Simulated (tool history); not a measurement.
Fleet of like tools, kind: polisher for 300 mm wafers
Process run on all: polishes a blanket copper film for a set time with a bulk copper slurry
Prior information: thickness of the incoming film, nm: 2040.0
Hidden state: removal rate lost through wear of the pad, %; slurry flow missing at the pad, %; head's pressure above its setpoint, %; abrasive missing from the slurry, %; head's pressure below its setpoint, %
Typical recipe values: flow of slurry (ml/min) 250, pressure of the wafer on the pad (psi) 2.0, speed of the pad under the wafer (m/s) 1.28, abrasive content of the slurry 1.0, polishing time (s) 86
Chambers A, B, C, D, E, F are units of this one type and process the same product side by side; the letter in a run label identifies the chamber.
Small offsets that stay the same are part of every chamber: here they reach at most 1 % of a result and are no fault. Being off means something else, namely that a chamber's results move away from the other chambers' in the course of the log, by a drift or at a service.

run,hour,flow of slurry (ml/min),pressure of the wafer on the pad (psi),speed of the pad under the wafer (m/s),abrasive content of the slurry,polishing time (s),wafers polished on this pad,hours since the slurry nozzle was cleaned,hours since the head pressure was calibrated,hours since the slurry blender was calibrated,film removed (Å)
1F,6.9,250,2.0,1.28,1.0,86,287,108.7,269.5,53.9,6115.4
# hour 8.2: chamber C: slurry blender recalibrated
2A,13.9,250,2.0,1.28,1.0,86,216,266.8,275.0,111.3,6179.2
3E,21.0,250,2.0,1.28,1.0,86,448,380.2,723.9,301.7,6227.5
# hour 22.3: chamber B: slurry blender recalibrated
# hour 25.0: chamber E: slurry blender recalibrated
4B,28.9,250,2.0,1.28,1.0,86,306,492.3,74.3,6.7,6235.3
5D,37.0,210,2.0,0.98,1.0,86,381,415.5,368.8,299.2,4561.5
6C,42.6,210,2.0,0.98,1.0,86,1285,146.1,766.8,34.5,4686.7
7F,48.9,210,2.0,0.98,1.0,86,620,150.7,311.5,95.9,4603.7
# hour 50.8: chamber E: slurry nozzle cleaned
8B,53.5,210,2.0,0.98,1.0,86,501,516.9,98.9,31.3,4613.8
# hour 60.4: chamber D: worn pad replaced by a new one
9A,60.7,210,2.0,0.98,1.0,86,588,313.6,321.8,158.1,4651.7
# hour 63.6: chamber C: worn pad replaced by a new one
10D,66.9,210,2.0,0.98,1.0,86,51,445.4,398.7,329.1,4537.9
11E,72.8,250,2.0,1.28,1.0,86,859,22.0,775.7,47.9,6118.4
12C,76.3,250,2.4,1.28,0.9,86,101,179.8,800.5,68.2,7102.2
# hour 76.5: chamber B: worn pad replaced by a new one
13D,80.4,250,2.4,1.28,0.9,86,159,458.9,412.2,342.6,7188.5
# hour 83.4: chamber A: worn pad replaced by a new one
14E,88.0,250,2.4,1.28,0.9,86,980,37.2,790.9,63.1,7090.6
15C,95.8,250,2.4,1.28,0.9,86,256,199.3,820.0,87.7,7051.8
# hour 98.9: chamber E: worn pad replaced by a new one
16F,103.1,250,2.4,1.28,0.9,86,1051,204.9,365.7,150.1,7268.8
# hour 107.2: chamber D: slurry blender recalibrated
17A,108.4,250,2.4,1.28,0.9,86,198,361.3,369.5,205.8,7397.3
# hour 112.2: chamber A: slurry blender recalibrated
18B,115.9,250,2.0,1.28,1.0,86,313,579.3,161.3,93.7,6173.6
# hour 122.8: chamber A: head pressure recalibrated
19A,122.9,250,2.0,1.28,1.0,86,314,375.8,0.1,10.7,6235.8
20B,129.6,250,2.0,1.28,1.0,86,422,593.0,175.0,107.4,6117.1
# hour 132.7: chamber F: slurry nozzle cleaned
21E,133.7,250,2.0,1.28,1.0,86,277,82.9,836.6,108.8,6122.8
22D,139.7,250,2.0,1.28,1.0,86,630,518.2,471.5,32.6,6132.1
23F,143.5,250,2.0,1.28,1.0,86,1372,10.9,406.1,190.5,5851.1
24C,148.0,250,2.0,1.28,1.0,86,670,251.5,872.2,139.9,6243.7
# hour 149.2: chamber D: worn pad replaced by a new one
# hour 152.7: chamber F: slurry blender recalibrated
25D,155.2,250,2.0,1.28,1.0,86,48,533.7,487.0,48.1,6157.5
26F,159.3,250,2.0,1.28,1.0,86,1498,26.7,421.9,6.7,5829.7
27C,164.0,250,2.7,1.28,1.0,73,798,267.5,888.2,155.9,7023.1
# hour 167.7: chamber B: worn pad replaced by a new one
28A,168.0,250,2.7,1.28,1.0,73,672,420.9,45.2,55.8,7040.2
29E,173.6,250,2.7,1.28,1.0,73,594,122.8,876.5,148.7,7035.8
30B,179.6,250,2.7,1.28,1.0,73,94,643.0,225.0,157.4,7038.0
# hour 181.6: chamber A: worn pad replaced by a new one
31A,184.4,250,2.7,1.28,1.0,73,23,437.3,61.6,72.2,7032.5
32F,191.1,250,2.7,1.28,1.0,73,1750,58.5,453.7,38.5,6619.2
33B,197.2,250,2.0,1.28,1.0,62,234,660.6,242.6,175.0,4453.6
34D,202.2,250,2.0,1.28,1.0,62,421,580.7,534.0,95.1,4443.1
35E,209.7,250,2.0,1.28,1.0,62,881,158.9,912.6,184.8,4387.5
36C,215.0,250,2.0,1.28,1.0,62,1203,318.5,939.2,206.9,4463.4
37B,221.4,250,2.0,1.28,1.0,62,426,684.8,266.8,199.2,4432.1
38E,226.8,250,2.0,1.28,1.0,62,1017,176.0,929.7,201.9,4350.2

What goes on in this fleet: one chamber off, a drifting gauge, or nothing beyond the chambers' own small offsets? Name the chamber and the cause, if any.

It is chamber F that slowly wanders off from its peers.
Most likely cause: removal rate lost through wear of the pad, % = 9.73.
From this log alone, it may not be told apart from: head's pressure below its setpoint, %.

Below are 4 candidate recipes for chamber F's next run, each the usual settings with a change, their results shown as question marks. Which of them brings F's results back in line with what the other chambers give on the usual settings?
Counts as in line when no further than this from what the other chambers average on the usual settings: film removed (Å) 250.0
39F-1,232.6,250,2.0,1.24,1.0,86,,,,,?
39F-2,232.6,250,2.0,1.32,1.0,86,,,,,?
39F-3,232.6,250,2.1,1.34,1.0,86,,,,,?
39F-4,232.6,250,2.0,1.28,1.0,78,,,,,?

Mean of the other chambers on the usual settings: film removed (Å) 6152.7
run,film removed (Å)
39F-1,5383.7
39F-2,5732.9
39F-3,6115.5
39F-4,5041.2
It is 39F-3 that realigns the chamber with its peers.
